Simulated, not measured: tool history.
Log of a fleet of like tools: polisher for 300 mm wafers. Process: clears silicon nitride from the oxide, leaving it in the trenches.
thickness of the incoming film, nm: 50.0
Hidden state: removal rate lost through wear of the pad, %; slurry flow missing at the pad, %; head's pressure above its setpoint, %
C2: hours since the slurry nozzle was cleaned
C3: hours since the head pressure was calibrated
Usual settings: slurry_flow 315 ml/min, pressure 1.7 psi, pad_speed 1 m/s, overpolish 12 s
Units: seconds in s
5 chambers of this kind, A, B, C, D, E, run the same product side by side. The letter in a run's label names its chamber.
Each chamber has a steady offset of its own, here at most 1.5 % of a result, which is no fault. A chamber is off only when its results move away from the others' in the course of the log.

run 1B day=0.279 | slurry_flow=315 pressure=1.7 pad_speed=1 overpolish=12 | wafers_polished_on_this_pad=620 C2=294.8 C3=219.2 | seconds=93.375
run 2D day=0.55 | slurry_flow=315 pressure=1.7 pad_speed=1 overpolish=12 | wafers_polished_on_this_pad=155 C2=309.1 C3=851.2 | seconds=95.122
run 3A day=0.762 | slurry_flow=315 pressure=1.7 pad_speed=1 overpolish=12 | wafers_polished_on_this_pad=1227 C2=633.8 C3=345.3 | seconds=93.872
run 4C day=1 | slurry_flow=315 pressure=1.7 pad_speed=1 overpolish=12 | wafers_polished_on_this_pad=494 C2=40.9 C3=563 | seconds=92.089
-- day=1.117 chamber B: worn pad replaced by a new one
run 5E day=1.204 | slurry_flow=315 pressure=1.7 pad_speed=1 overpolish=12 | wafers_polished_on_this_pad=898 C2=220.1 C3=322.2 | seconds=95.57
-- day=1.279 chamber A: worn pad replaced by a new one
-- day=1.333 chamber E: worn pad replaced by a new one
run 6E day=1.533 | slurry_flow=315 pressure=1.7 pad_speed=1 overpolish=12 | wafers_polished_on_this_pad=44 C2=228 C3=330.1 | seconds=94.549
run 7C day=1.775 | slurry_flow=315 pressure=1.7 pad_speed=1 overpolish=12 | wafers_polished_on_this_pad=664 C2=59.5 C3=581.6 | seconds=94.064
run 8D day=2.092 | slurry_flow=315 pressure=1.7 pad_speed=1 overpolish=12 | wafers_polished_on_this_pad=493 C2=346.1 C3=888.2 | seconds=94.872
run 9B day=2.296 | slurry_flow=315 pressure=1.7 pad_speed=1 overpolish=12 | wafers_polished_on_this_pad=259 C2=343.2 C3=267.6 | seconds=94.966
-- day=2.312 chamber D: slurry nozzle cleaned
run 10A day=2.654 | slurry_flow=315 pressure=2.1 pad_speed=1 overpolish=18 | wafers_polished_on_this_pad=302 C2=679.2 C3=390.7 | seconds=75.762
run 11C day=2.9 | slurry_flow=315 pressure=2.1 pad_speed=1 overpolish=18 | wafers_polished_on_this_pad=911 C2=86.5 C3=608.6 | seconds=76.019
run 12B day=3.242 | slurry_flow=315 pressure=2.1 pad_speed=1 overpolish=18 | wafers_polished_on_this_pad=467 C2=365.9 C3=290.3 | seconds=75.913
-- day=3.471 chamber D: worn pad replaced by a new one
run 13D day=3.633 | slurry_flow=315 pressure=2.1 pad_speed=1 overpolish=18 | wafers_polished_on_this_pad=36 C2=31.7 C3=925.2 | seconds=76.707
run 14E day=3.979 | slurry_flow=315 pressure=2.1 pad_speed=1 overpolish=18 | wafers_polished_on_this_pad=581 C2=286.7 C3=388.8 | seconds=77.093
-- day=4.108 chamber B: worn pad replaced by a new one
-- day=4.246 chamber B: head pressure recalibrated
run 15A day=4.333 | slurry_flow=315 pressure=1.7 pad_speed=1 overpolish=12 | wafers_polished_on_this_pad=670 C2=719.5 C3=431 | seconds=93.315
-- day=4.383 chamber C: worn pad replaced by a new one
run 16E day=4.554 | slurry_flow=315 pressure=1.7 pad_speed=1 overpolish=12 | wafers_polished_on_this_pad=707 C2=300.5 C3=402.6 | seconds=95.665
-- day=4.783 chamber B: slurry nozzle cleaned
run 17B day=4.829 | slurry_flow=315 pressure=1.7 pad_speed=1 overpolish=12 | wafers_polished_on_this_pad=158 C2=1.1 C3=14 | seconds=94.505
run 18A day=5.079 | slurry_flow=315 pressure=1.7 pad_speed=1 overpolish=12 | wafers_polished_on_this_pad=834 C2=737.4 C3=448.9 | seconds=96.49
run 19D day=5.275 | slurry_flow=405 pressure=1.7 pad_speed=0.9 overpolish=12 | wafers_polished_on_this_pad=396 C2=71.1 C3=964.6 | seconds=102.05
-- day=5.538 chamber E: slurry nozzle cleaned
-- day=5.542 chamber E: worn pad replaced by a new one
run 20C day=5.654 | slurry_flow=405 pressure=1.7 pad_speed=0.9 overpolish=12 | wafers_polished_on_this_pad=279 C2=152.6 C3=674.7 | seconds=100.81
run 21A day=5.975 | slurry_flow=405 pressure=1.7 pad_speed=0.9 overpolish=12 | wafers_polished_on_this_pad=1030 C2=758.9 C3=470.4 | seconds=104.28
run 22D day=6.192 | slurry_flow=405 pressure=1.7 pad_speed=0.9 overpolish=12 | wafers_polished_on_this_pad=597 C2=93.1 C3=986.6 | seconds=101.41
run 23C day=6.421 | slurry_flow=405 pressure=1.7 pad_speed=0.9 overpolish=12 | wafers_polished_on_this_pad=447 C2=171 C3=693.1 | seconds=103.12
run 24B day=6.804 | slurry_flow=315 pressure=1.7 pad_speed=1 overpolish=12 | wafers_polished_on_this_pad=592 C2=48.5 C3=61.4 | seconds=93.841
-- day=7.017 chamber B: worn pad replaced by a new one
run 25E day=7.088 | slurry_flow=315 pressure=1.7 pad_speed=1 overpolish=12 | wafers_polished_on_this_pad=339 C2=37.2 C3=463.4 | seconds=92
run 26B day=7.35 | slurry_flow=315 pressure=1.7 pad_speed=1 overpolish=12 | wafers_polished_on_this_pad=73 C2=61.6 C3=74.5 | seconds=95.036
-- day=7.483 chamber A: slurry nozzle cleaned
-- day=7.575 chamber A: worn pad replaced by a new one
-- day=7.6 chamber D: worn pad replaced by a new one
run 27D day=7.708 | slurry_flow=315 pressure=1.7 pad_speed=1 overpolish=12 | wafers_polished_on_this_pad=24 C2=129.5 C3=1023 | seconds=94.169
run 28C day=8.112 | slurry_flow=315 pressure=1.7 pad_speed=1 overpolish=12 | wafers_polished_on_this_pad=818 C2=211.6 C3=733.7 | seconds=95.146
run 29E day=8.375 | slurry_flow=315 pressure=2.2 pad_speed=1 overpolish=12 | wafers_polished_on_this_pad=621 C2=68.1 C3=494.3 | seconds=70.451
run 30A day=8.638 | slurry_flow=315 pressure=2.2 pad_speed=1 overpolish=12 | wafers_polished_on_this_pad=233 C2=27.7 C3=534.3 | seconds=72.992
run 31A day=9.029 | slurry_flow=315 pressure=2.2 pad_speed=1 overpolish=12 | wafers_polished_on_this_pad=319 C2=37.1 C3=543.7 | seconds=73.491
-- day=9.038 chamber E: worn pad replaced by a new one
run 32E day=9.379 | slurry_flow=315 pressure=2.2 pad_speed=1 overpolish=12 | wafers_polished_on_this_pad=75 C2=92.2 C3=518.4 | seconds=69.555
run 33B day=9.704 | slurry_flow=315 pressure=2.2 pad_speed=1 overpolish=12 | wafers_polished_on_this_pad=590 C2=118.1 C3=131 | seconds=73.252
run 34D day=9.929 | slurry_flow=315 pressure=1.7 pad_speed=1 overpolish=6 | wafers_polished_on_this_pad=511 C2=182.8 C3=1076.3 | seconds=94.88
run 35C day=10.3 | slurry_flow=315 pressure=1.7 pad_speed=1 overpolish=6 | wafers_polished_on_this_pad=1298 C2=264.1 C3=786.2 | seconds=92.913
-- day=10.362 chamber C: worn pad replaced by a new one
-- day=10.371 chamber B: worn pad replaced by a new one
run 36A day=10.7 | slurry_flow=315 pressure=1.7 pad_speed=1 overpolish=6 | wafers_polished_on_this_pad=685 C2=77.2 C3=583.8 | seconds=93.631
-- day=10.921 chamber D: worn pad replaced by a new one
run 37D day=11.029 | slurry_flow=315 pressure=1.7 pad_speed=1 overpolish=6 | wafers_polished_on_this_pad=23 C2=209.2 C3=1102.7 | seconds=95.199
run 38C day=11.362 | slurry_flow=315 pressure=1.7 pad_speed=1 overpolish=6 | wafers_polished_on_this_pad=219 C2=289.6 C3=811.7 | seconds=93.739
run 39B day=11.625 | slurry_flow=315 pressure=1.7 pad_speed=1 overpolish=12 | wafers_polished_on_this_pad=275 C2=164.2 C3=177.1 | seconds=94.463
run 40E day=11.988 | slurry_flow=315 pressure=1.7 pad_speed=1 overpolish=12 | wafers_polished_on_this_pad=648 C2=154.8 C3=581 | seconds=88.485
run 41C day=12.171 | slurry_flow=315 pressure=1.7 pad_speed=1 overpolish=12 | wafers_polished_on_this_pad=396 C2=309 C3=831.1 | seconds=93.377
run 42D day=12.525 | slurry_flow=315 pressure=1.7 pad_speed=1 overpolish=12 | wafers_polished_on_this_pad=352 C2=245.1 C3=1138.6 | seconds=93.848

Is one chamber off against the others, does the gauge drift, or is nothing wrong? If a chamber is off, say which, and what the likeliest cause is.

Chamber E drifts away from the others.
Cause: head's pressure above its setpoint, % = 8.15.

Here are 4 candidates for chamber E's next run, each the usual settings with a change, their results left as question marks. Which one brings its results back in line with what the others give on the usual settings?
In line means no further than this from the other chambers' mean on the usual settings: seconds 2.7 s
run 43E-1 day=12.817 | slurry_flow=315 pressure=1.7 pad_speed=0.94 overpolish=12 | seconds=?
run 43E-2 day=12.817 | slurry_flow=315 pressure=1.7 pad_speed=1.06 overpolish=12 | seconds=?
run 43E-3 day=12.817 | slurry_flow=315 pressure=1.5 pad_speed=1 overpolish=12 | seconds=?
run 43E-4 day=12.817 | slurry_flow=315 pressure=1.8 pad_speed=1.08 overpolish=12 | seconds=?

The other chambers' mean on the usual settings: seconds 94.302 s
run=43E-1 seconds=93.878
run=43E-2 seconds=83.401
run=43E-3 seconds=99.945
run=43E-4 seconds=77.382
43E-1 brings the chamber back in line.

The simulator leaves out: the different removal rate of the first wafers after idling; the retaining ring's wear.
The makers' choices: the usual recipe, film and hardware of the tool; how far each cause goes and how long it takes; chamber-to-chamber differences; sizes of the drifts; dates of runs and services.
